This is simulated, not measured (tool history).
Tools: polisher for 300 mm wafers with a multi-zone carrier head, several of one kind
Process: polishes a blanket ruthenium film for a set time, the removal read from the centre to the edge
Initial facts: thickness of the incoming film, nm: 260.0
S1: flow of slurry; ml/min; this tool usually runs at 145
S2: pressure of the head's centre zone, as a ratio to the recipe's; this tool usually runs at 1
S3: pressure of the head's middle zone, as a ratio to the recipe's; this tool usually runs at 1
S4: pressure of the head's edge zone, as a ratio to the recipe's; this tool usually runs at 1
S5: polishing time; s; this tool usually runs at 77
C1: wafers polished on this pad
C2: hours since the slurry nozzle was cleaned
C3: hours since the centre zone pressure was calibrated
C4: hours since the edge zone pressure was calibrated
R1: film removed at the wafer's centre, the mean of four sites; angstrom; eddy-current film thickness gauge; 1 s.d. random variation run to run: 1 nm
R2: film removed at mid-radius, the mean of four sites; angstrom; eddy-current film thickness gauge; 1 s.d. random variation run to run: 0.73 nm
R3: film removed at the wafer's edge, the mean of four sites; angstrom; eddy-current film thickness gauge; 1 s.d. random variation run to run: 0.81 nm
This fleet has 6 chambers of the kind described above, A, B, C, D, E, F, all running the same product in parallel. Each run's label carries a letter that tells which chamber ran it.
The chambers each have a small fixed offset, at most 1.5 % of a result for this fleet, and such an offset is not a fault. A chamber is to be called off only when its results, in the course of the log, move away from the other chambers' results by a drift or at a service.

run 1C day=0.283 | S1=145 S2=1 S3=1 S4=1 S5=77 | C1=665 C2=267 C3=278.3 C4=428.2 | R1=684.36 R2=678.3 R3=676.57
-- day=0.525 chamber A: worn pad replaced by a new one
-- day=0.558 chamber F: worn pad replaced by a new one
run 2E day=0.662 | S1=145 S2=1 S3=1 S4=1 S5=77 | C1=596 C2=532 C3=164.2 C4=100.2 | R1=685.16 R2=673.56 R3=683.78
-- day=0.862 chamber C: worn pad replaced by a new one
run 3F day=0.871 | S1=145 S2=1 S3=1 S4=1 S5=77 | C1=52 C2=97.4 C3=433.5 C4=34.2 | R1=677.52 R2=682.81 R3=690.57
-- day=1.079 chamber D: worn pad replaced by a new one
run 4D day=1.138 | S1=145 S2=1 S3=1 S4=1 S5=77 | C1=10 C2=157.1 C3=229.9 C4=85 | R1=683.96 R2=672.63 R3=669.39
run 5A day=1.458 | S1=145 S2=1 S3=1 S4=1 S5=77 | C1=156 C2=132.7 C3=330.2 C4=546.8 | R1=683.36 R2=675.32 R3=664.98
run 6B day=1.738 | S1=145 S2=1 S3=1 S4=1 S5=77 | C1=663 C2=148.7 C3=244.1 C4=944.5 | R1=686.86 R2=679.47 R3=670.97
-- day=1.867 chamber C: slurry nozzle cleaned
run 7D day=1.925 | S1=145 S2=1 S3=1 S4=1 S5=77 | C1=141 C2=176 C3=248.8 C4=103.9 | R1=670.03 R2=675.34 R3=677.79
-- day=2.246 chamber E: worn pad replaced by a new one
run 8C day=2.325 | S1=145 S2=1 S3=1 S4=1 S5=77 | C1=244 C2=11.1 C3=327.3 C4=477.2 | R1=678.53 R2=673.94 R3=660.08
run 9F day=2.629 | S1=145 S2=1 S3=1 S4=1 S5=77 | C1=346 C2=139.6 C3=475.7 C4=76.4 | R1=682.55 R2=658.02 R3=679.04
run 10B day=2.946 | S1=145 S2=1 S3=1 S4=1 S5=77 | C1=865 C2=177.7 C3=273.1 C4=973.5 | R1=673.67 R2=660.9 R3=679.14
run 11E day=3.296 | S1=145 S2=1 S3=1 S4=1 S5=77 | C1=175 C2=595.2 C3=227.4 C4=163.4 | R1=680.7 R2=675.06 R3=688.79
run 12A day=3.65 | S1=145 S2=1 S3=1 S4=1 S5=77 | C1=522 C2=185.3 C3=382.8 C4=599.4 | R1=663.78 R2=676.18 R3=671.31
-- day=3.779 chamber E: slurry nozzle cleaned
run 13D day=3.825 | S1=145 S2=1 S3=1 S4=1 S5=77 | C1=459 C2=221.6 C3=294.4 C4=149.5 | R1=674.99 R2=684.21 R3=657.9
run 14B day=4.125 | S1=145 S2=1 S3=1 S4=1 S5=77 | C1=1061 C2=206 C3=301.4 C4=1001.8 | R1=668.1 R2=673.48 R3=661.43
run 15A day=4.488 | S1=145 S2=1 S3=1 S4=1 S5=77 | C1=662 C2=205.4 C3=402.9 C4=619.5 | R1=674.09 R2=681.19 R3=667.27
-- day=4.525 chamber F: worn pad replaced by a new one
run 16F day=4.833 | S1=145 S2=1 S3=1 S4=1 S5=77 | C1=51 C2=192.5 C3=528.6 C4=129.3 | R1=663.9 R2=679.03 R3=661.08
run 17E day=5.054 | S1=145 S2=1 S3=1 S4=1 S5=77 | C1=469 C2=30.7 C3=269.6 C4=205.6 | R1=678.3 R2=674 R3=677.95
-- day=5.129 chamber C: worn pad replaced by a new one
run 18C day=5.392 | S1=145 S2=1 S3=1 S4=1 S5=77 | C1=44 C2=84.7 C3=400.9 C4=550.8 | R1=671.34 R2=681.79 R3=673.09
run 19E day=5.704 | S1=145 S2=1 S3=1 S4=1 S5=77 | C1=577 C2=46.3 C3=285.2 C4=221.2 | R1=662.55 R2=677.96 R3=658.88
run 20D day=6.021 | S1=145 S2=1 S3=0.91 S4=1 S5=77 | C1=825 C2=274.3 C3=347.1 C4=202.2 | R1=674.55 R2=620.15 R3=658.47
run 21B day=6.2 | S1=145 S2=1 S3=0.91 S4=1 S5=77 | C1=1408 C2=255.8 C3=351.2 C4=1051.6 | R1=660.54 R2=608.32 R3=651.4
run 22F day=6.475 | S1=145 S2=1 S3=0.91 S4=1 S5=77 | C1=325 C2=231.9 C3=568 C4=168.7 | R1=666.93 R2=618.72 R3=669.33
-- day=6.496 chamber E: worn pad replaced by a new one
run 23A day=6.729 | S1=145 S2=1 S3=0.91 S4=1 S5=77 | C1=1036 C2=259.2 C3=456.7 C4=673.3 | R1=692.2 R2=615.62 R3=664.21
run 24C day=7.067 | S1=145 S2=1 S3=0.91 S4=1 S5=77 | C1=324 C2=124.9 C3=441.1 C4=591 | R1=656.57 R2=627.4 R3=680.81
run 25D day=7.392 | S1=145 S2=1 S3=0.91 S4=1 S5=77 | C1=1054 C2=307.2 C3=380 C4=235.1 | R1=689.67 R2=625.22 R3=665.26
-- day=7.462 chamber A: worn pad replaced by a new one
run 26F day=7.588 | S1=145 S2=1 S3=1 S4=1 S5=77 | C1=511 C2=258.6 C3=594.7 C4=195.4 | R1=666.1 R2=681.27 R3=657.75
run 27B day=7.867 | S1=145 S2=1 S3=1 S4=1 S5=77 | C1=1686 C2=295.8 C3=391.2 C4=1091.6 | R1=636.31 R2=648.96 R3=635.9
run 28C day=8.258 | S1=145 S2=1 S3=0.91 S4=1.09 S5=77 | C1=523 C2=153.5 C3=469.7 C4=619.6 | R1=676.52 R2=613.09 R3=707.25
-- day=8.333 chamber D: worn pad replaced by a new one
run 29E day=8.542 | S1=145 S2=1 S3=0.91 S4=1.09 S5=77 | C1=342 C2=114.4 C3=353.3 C4=289.3 | R1=679.25 R2=614.47 R3=711.21
-- day=8.667 chamber F: worn pad replaced by a new one
run 30A day=8.775 | S1=145 S2=1 S3=0.91 S4=1.09 S5=77 | C1=219 C2=308.3 C3=505.8 C4=722.4 | R1=669.23 R2=626.29 R3=688.28
run 31B day=9.117 | S1=145 S2=1 S3=0.91 S4=1.09 S5=77 | C1=1895 C2=325.8 C3=421.2 C4=1121.6 | R1=652.64 R2=601.31 R3=665.9
run 32D day=9.329 | S1=145 S2=1 S3=0.91 S4=1.09 S5=77 | C1=166 C2=353.7 C3=426.5 C4=281.6 | R1=685.72 R2=634.96 R3=701.02
run 33F day=9.671 | S1=145 S2=1 S3=0.91 S4=1.09 S5=77 | C1=168 C2=308.6 C3=644.7 C4=245.4 | R1=681.89 R2=620.55 R3=694.58
run 34E day=9.942 | S1=145 S2=1 S3=1 S4=1 S5=77 | C1=576 C2=148 C3=386.9 C4=322.9 | R1=681.41 R2=675.96 R3=686.23
-- day=9.971 chamber C: worn pad replaced by a new one
run 35C day=10.183 | S1=145 S2=1 S3=1 S4=1 S5=77 | C1=35 C2=199.7 C3=515.9 C4=665.8 | R1=689.23 R2=680.63 R3=657.36
-- day=10.525 chamber B: edge zone pressure recalibrated
run 36A day=10.529 | S1=145 S2=1 S3=1 S4=1 S5=77 | C1=512 C2=350.4 C3=547.9 C4=764.5 | R1=680.4 R2=688.31 R3=672.7
run 37C day=10.796 | S1=145 S2=1 S3=1 S4=1 S5=77 | C1=137 C2=214.4 C3=530.6 C4=680.5 | R1=673.56 R2=662.75 R3=668.7
-- day=10.817 chamber E: worn pad replaced by a new one
run 38F day=11.146 | S1=145 S2=1 S3=1 S4=1 S5=77 | C1=414 C2=344 C3=680.1 C4=280.8 | R1=674.17 R2=679.74 R3=663.75
run 39D day=11.55 | S1=145 S2=1 S3=1 S4=1 S5=77 | C1=537 C2=407 C3=479.8 C4=334.9 | R1=666.09 R2=672.16 R3=670.81
run 40A day=11.758 | S1=145 S2=1 S3=1 S4=1 S5=77 | C1=718 C2=379.9 C3=577.4 C4=794 | R1=656.86 R2=675.26 R3=681.82
run 41B day=12.062 | S1=145 S2=1 S3=1 S4=1 S5=77 | C1=2387 C2=396.5 C3=491.9 C4=36.9 | R1=624.21 R2=627.08 R3=622.09
run 42E day=12.433 | S1=145 S2=1 S3=1.07 S4=1 S5=58 | C1=270 C2=207.8 C3=446.7 C4=382.7 | R1=517.24 R2=535.43 R3=512.2

The same settings go to every chamber for the next run, one line per chamber below. Forecast the results for each:
run 43A day=12.725 | S1=105 S2=1 S3=1 S4=1 S5=77 | R1=? R2=? R3=?
run 43B day=12.725 | S1=105 S2=1 S3=1 S4=1 S5=77 | R1=? R2=? R3=?
run 43C day=12.725 | S1=105 S2=1 S3=1 S4=1 S5=77 | R1=? R2=? R3=?
run 43D day=12.725 | S1=105 S2=1 S3=1 S4=1 S5=77 | R1=? R2=? R3=?
run 43E day=12.725 | S1=105 S2=1 S3=1 S4=1 S5=77 | R1=? R2=? R3=?
run 43F day=12.725 | S1=105 S2=1 S3=1 S4=1 S5=77 | R1=? R2=? R3=?

run=43A R1=616.32 R2=635.04 R3=630.76
run=43B R1=581.59 R2=580.48 R3=577.73
run=43C R1=621.73 R2=622.77 R3=640.01
run=43D R1=608.05 R2=621.43 R3=634.98
run=43E R1=626.92 R2=625.27 R3=640.28
run=43F R1=636.2 R2=638.26 R3=637.37
